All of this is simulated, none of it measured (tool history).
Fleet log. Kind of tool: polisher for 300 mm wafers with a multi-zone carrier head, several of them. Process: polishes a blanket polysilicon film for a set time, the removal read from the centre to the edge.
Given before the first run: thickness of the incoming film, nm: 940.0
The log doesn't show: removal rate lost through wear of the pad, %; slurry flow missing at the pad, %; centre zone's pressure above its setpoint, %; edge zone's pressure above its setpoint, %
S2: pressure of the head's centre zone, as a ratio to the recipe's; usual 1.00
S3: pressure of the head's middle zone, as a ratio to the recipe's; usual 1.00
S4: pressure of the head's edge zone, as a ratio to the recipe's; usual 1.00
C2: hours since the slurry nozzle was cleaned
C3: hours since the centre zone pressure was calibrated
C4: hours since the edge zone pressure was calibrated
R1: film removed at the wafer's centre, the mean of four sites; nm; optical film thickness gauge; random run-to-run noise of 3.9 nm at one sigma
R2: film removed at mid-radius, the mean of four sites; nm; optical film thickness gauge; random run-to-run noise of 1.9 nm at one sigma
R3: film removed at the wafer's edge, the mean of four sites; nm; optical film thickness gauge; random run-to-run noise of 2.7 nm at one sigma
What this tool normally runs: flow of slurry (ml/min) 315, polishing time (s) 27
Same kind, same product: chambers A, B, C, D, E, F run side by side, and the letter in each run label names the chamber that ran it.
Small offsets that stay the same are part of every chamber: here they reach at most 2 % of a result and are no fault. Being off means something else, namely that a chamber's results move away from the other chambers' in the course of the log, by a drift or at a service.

At day 0.054: chamber D: edge zone pressure recalibrated.
Run 1E, day 0.175: usual settings; wafers polished on this pad 133; C2 90.7; C3 1134.4; C4 64.5. Result: R1 280.42 nm, R2 279.18 nm, R3 279.94 nm.
At day 0.342: chamber C: worn pad replaced by a new one.
Run 2D, day 0.358: usual settings; wafers polished on this pad 176; C2 25.3; C3 510.6; C4 7.4. Result: R1 272.95 nm, R2 274.85 nm, R3 276.97 nm.
Run 3A, day 0.521: usual settings; wafers polished on this pad 430; C2 75.5; C3 839.7; C4 56.2. Result: R1 289.20 nm, R2 280.56 nm, R3 277.10 nm.
At day 0.600: chamber F: worn pad replaced by a new one.
Run 4F, day 0.625: usual settings; wafers polished on this pad 11; C2 661.6; C3 866.0; C4 124.3. Result: R1 278.30 nm, R2 280.09 nm, R3 273.08 nm.
Run 5C, day 0.808: usual settings; wafers polished on this pad 189; C2 354.5; C3 579.9; C4 1085.1. Result: R1 275.37 nm, R2 279.99 nm, R3 276.11 nm.
Run 6B, day 0.992: usual settings; wafers polished on this pad 1126; C2 143.3; C3 449.6; C4 389.2. Result: R1 272.52 nm, R2 277.70 nm, R3 273.31 nm.
Run 7E, day 1.125: usual settings; wafers polished on this pad 517; C2 113.5; C3 1157.2; C4 87.3. Result: R1 285.87 nm, R2 279.29 nm, R3 277.89 nm.
At day 1.192: chamber B: worn pad replaced by a new one.
Run 8D, day 1.296: usual settings but S4 0.89; wafers polished on this pad 555; C2 47.8; C3 533.1; C4 29.9. Result: R1 273.51 nm, R2 275.06 nm, R3 262.94 nm.
Run 9A, day 1.383: usual settings but S4 0.89; wafers polished on this pad 778; C2 96.2; C3 860.4; C4 76.9. Result: R1 282.17 nm, R2 279.17 nm, R3 260.48 nm.
Run 10B, day 1.562: usual settings but S4 0.89; wafers polished on this pad 150; C2 157.0; C3 463.3; C4 402.9. Result: R1 277.95 nm, R2 281.17 nm, R3 261.72 nm.
At day 1.708: chamber C: slurry nozzle cleaned.
Run 11F, day 1.729: usual settings but S4 0.89; wafers polished on this pad 457; C2 688.1; C3 892.5; C4 150.8. Result: R1 271.67 nm, R2 280.89 nm, R3 260.50 nm.
Run 12C, day 1.888: usual settings but S4 0.89; wafers polished on this pad 624; C2 4.4; C3 605.8; C4 1111.0. Result: R1 286.81 nm, R2 283.51 nm, R3 261.33 nm.
Run 13C, day 1.975: usual settings but S4 0.89; wafers polished on this pad 660; C2 6.5; C3 607.9; C4 1113.1. Result: R1 282.98 nm, R2 281.46 nm, R3 254.07 nm.
Run 14F, day 2.108: usual settings; wafers polished on this pad 610; C2 697.2; C3 901.6; C4 159.9. Result: R1 272.39 nm, R2 281.16 nm, R3 272.39 nm.
Run 15D, day 2.208: usual settings; wafers polished on this pad 923; C2 69.7; C3 555.0; C4 51.8. Result: R1 277.73 nm, R2 279.03 nm, R3 283.23 nm.
Run 16E, day 2.396: usual settings; wafers polished on this pad 1030; C2 144.0; C3 1187.7; C4 117.8. Result: R1 275.92 nm, R2 280.02 nm, R3 281.66 nm.
Run 17A, day 2.579: usual settings; wafers polished on this pad 1261; C2 124.9; C3 889.1; C4 105.6. Result: R1 282.56 nm, R2 281.50 nm, R3 275.22 nm.
At day 2.629: chamber F: worn pad replaced by a new one.
At day 2.708: chamber C: worn pad replaced by a new one.
Run 18B, day 2.750: usual settings; wafers polished on this pad 629; C2 185.5; C3 491.8; C4 431.4. Result: R1 271.66 nm, R2 278.78 nm, R3 275.96 nm.
Run 19D, day 2.879: usual settings; wafers polished on this pad 1194; C2 85.8; C3 571.1; C4 67.9. Result: R1 276.97 nm, R2 278.13 nm, R3 279.32 nm.
At day 2.883: chamber A: worn pad replaced by a new one.
At day 3.046: chamber D: worn pad replaced by a new one.
Run 20E, day 3.083: usual settings; wafers polished on this pad 1307; C2 160.5; C3 1204.2; C4 134.3. Result: R1 278.85 nm, R2 283.18 nm, R3 279.43 nm.
Run 21B, day 3.225: usual settings but S3 0.96; wafers polished on this pad 821; C2 196.9; C3 503.2; C4 442.8. Result: R1 276.40 nm, R2 266.04 nm, R3 276.50 nm.
Run 22F, day 3.342: usual settings but S3 0.96; wafers polished on this pad 287; C2 726.8; C3 931.2; C4 189.5. Result: R1 267.54 nm, R2 267.90 nm, R3 274.89 nm.
Run 23A, day 3.429: usual settings but S3 0.96; wafers polished on this pad 220; C2 145.3; C3 909.5; C4 126.0. Result: R1 285.02 nm, R2 268.34 nm, R3 278.19 nm.
At day 3.500: chamber F: centre zone pressure recalibrated.
Run 24C, day 3.538: usual settings but S3 0.96; wafers polished on this pad 335; C2 44.0; C3 645.4; C4 1150.6. Result: R1 274.17 nm, R2 275.14 nm, R3 280.86 nm.
At day 3.575: chamber E: worn pad replaced by a new one.
Run 25F, day 3.629: usual settings but S3 0.96; wafers polished on this pad 403; C2 733.7; C3 3.2; C4 196.4. Result: R1 308.16 nm, R2 266.68 nm, R3 273.71 nm.
Run 26E, day 3.742: usual settings but S3 0.96; wafers polished on this pad 68; C2 176.3; C3 1220.0; C4 150.1. Result: R1 283.41 nm, R2 269.51 nm, R3 282.20 nm.
Run 27C, day 3.929: usual settings but S3 0.89; wafers polished on this pad 493; C2 53.4; C3 654.8; C4 1160.0. Result: R1 284.65 nm, R2 253.68 nm, R3 277.87 nm.
Run 28A, day 4.021: usual settings but S3 0.89; wafers polished on this pad 459; C2 159.5; C3 923.7; C4 140.2. Result: R1 280.16 nm, R2 253.16 nm, R3 275.99 nm.
At day 4.083: chamber E: centre zone pressure recalibrated.
Run 29B, day 4.142: usual settings but S3 0.89; wafers polished on this pad 1191; C2 218.9; C3 525.2; C4 464.8. Result: R1 272.76 nm, R2 247.51 nm, R3 273.96 nm.
Run 30D, day 4.250: usual settings but S3 0.89; wafers polished on this pad 487; C2 118.7; C3 604.0; C4 100.8. Result: R1 280.58 nm, R2 244.74 nm, R3 277.16 nm.
Run 31B, day 4.408: usual settings but S3 0.89; wafers polished on this pad 1299; C2 225.3; C3 531.6; C4 471.2. Result: R1 281.38 nm, R2 251.19 nm, R3 276.86 nm.
At day 4.446: chamber C: centre zone pressure recalibrated.
At day 4.483: chamber F: worn pad replaced by a new one.
Run 32D, day 4.571: usual settings but S3 0.89; wafers polished on this pad 616; C2 126.4; C3 611.7; C4 108.5. Result: R1 278.98 nm, R2 244.94 nm, R3 284.33 nm.
Run 33E, day 4.704: usual settings; wafers polished on this pad 456; C2 199.4; C3 15.0; C4 173.2. Result: R1 282.51 nm, R2 279.86 nm, R3 280.12 nm.
At day 4.846: chamber B: worn pad replaced by a new one.
Run 34F, day 4.892: usual settings; wafers polished on this pad 166; C2 764.0; C3 33.5; C4 226.7. Result: R1 306.89 nm, R2 274.67 nm, R3 273.76 nm.
At day 4.946: chamber C: worn pad replaced by a new one.
Run 35A, day 5.050: usual settings; wafers polished on this pad 874; C2 184.2; C3 948.4; C4 164.9. Result: R1 285.63 nm, R2 277.71 nm, R3 276.40 nm.
Run 36C, day 5.217: usual settings; wafers polished on this pad 109; C2 84.3; C3 18.5; C4 1190.9. Result: R1 282.63 nm, R2 281.21 nm, R3 278.95 nm.
Run 37A, day 5.392: usual settings but flow of slurry (ml/min) 220, S2 1.09; wafers polished on this pad 1012; C2 192.4; C3 956.6; C4 173.1. Result: R1 302.59 nm, R2 267.01 nm, R3 265.62 nm.
Run 38B, day 5.567: usual settings but flow of slurry (ml/min) 220, S2 1.09; wafers polished on this pad 292; C2 253.1; C3 559.4; C4 499.0. Result: R1 292.45 nm, R2 267.53 nm, R3 265.17 nm.
Run 39C, day 5.712: usual settings but flow of slurry (ml/min) 220, S2 1.09; wafers polished on this pad 309; C2 96.2; C3 30.4; C4 1202.8. Result: R1 297.31 nm, R2 269.44 nm, R3 264.79 nm.
Run 40D, day 5.888: usual settings but flow of slurry (ml/min) 220, S2 1.09; wafers polished on this pad 1148; C2 158.0; C3 643.3; C4 140.1. Result: R1 289.00 nm, R2 267.35 nm, R3 269.25 nm.
Run 41F, day 6.000: usual settings but flow of slurry (ml/min) 220, S2 1.09; wafers polished on this pad 613; C2 790.6; C3 60.1; C4 253.3. Result: R1 316.39 nm, R2 265.33 nm, R3 264.30 nm.

Which is it: a chamber that has drifted or been left off by a service, a gauge drift common to all chambers, or only each chamber's usual small offset? If a chamber is off, name it and its likeliest cause.

A service on chamber F put it out of line with the rest.
Likeliest cause: centre zone's pressure above its setpoint, % = 10.1.

Which of the 4 candidates below, each the usual settings with something changed and its results left as question marks, puts chamber F back in line with what the other chambers give on the usual settings?
In-line tolerance around the mean of the other chambers on the usual settings: R1 14.00 nm; R2 6.80 nm; R3 9.30 nm
Run 42F-1, day 6.146: usual settings but flow of slurry (ml/min) 320, S2 1.07, S3 0.99, S4 0.97. Result: R1 ?, R2 ?, R3 ?.
Run 42F-2, day 6.146: usual settings but flow of slurry (ml/min) 330, S2 1.16, S3 0.99, S4 0.93. Result: R1 ?, R2 ?, R3 ?.
Run 42F-3, day 6.146: usual settings but flow of slurry (ml/min) 310, S2 0.93, S3 1.01, S4 1.03. Result: R1 ?, R2 ?, R3 ?.
Run 42F-4, day 6.146: usual settings but flow of slurry (ml/min) 300, S2 0.85, S3 1.01, S4 1.07. Result: R1 ?, R2 ?, R3 ?.

The mean the other chambers reach with the usual settings: R1 279.09 nm; R2 278.52 nm; R3 277.39 nm
  run      R1      R2      R3
42F-1  324.84  276.00  267.74
42F-2  355.14  276.72  262.64
42F-3  278.61  280.39  275.55
42F-4  251.87  279.53  280.49
With 42F-3, the chamber falls back in line with the rest.

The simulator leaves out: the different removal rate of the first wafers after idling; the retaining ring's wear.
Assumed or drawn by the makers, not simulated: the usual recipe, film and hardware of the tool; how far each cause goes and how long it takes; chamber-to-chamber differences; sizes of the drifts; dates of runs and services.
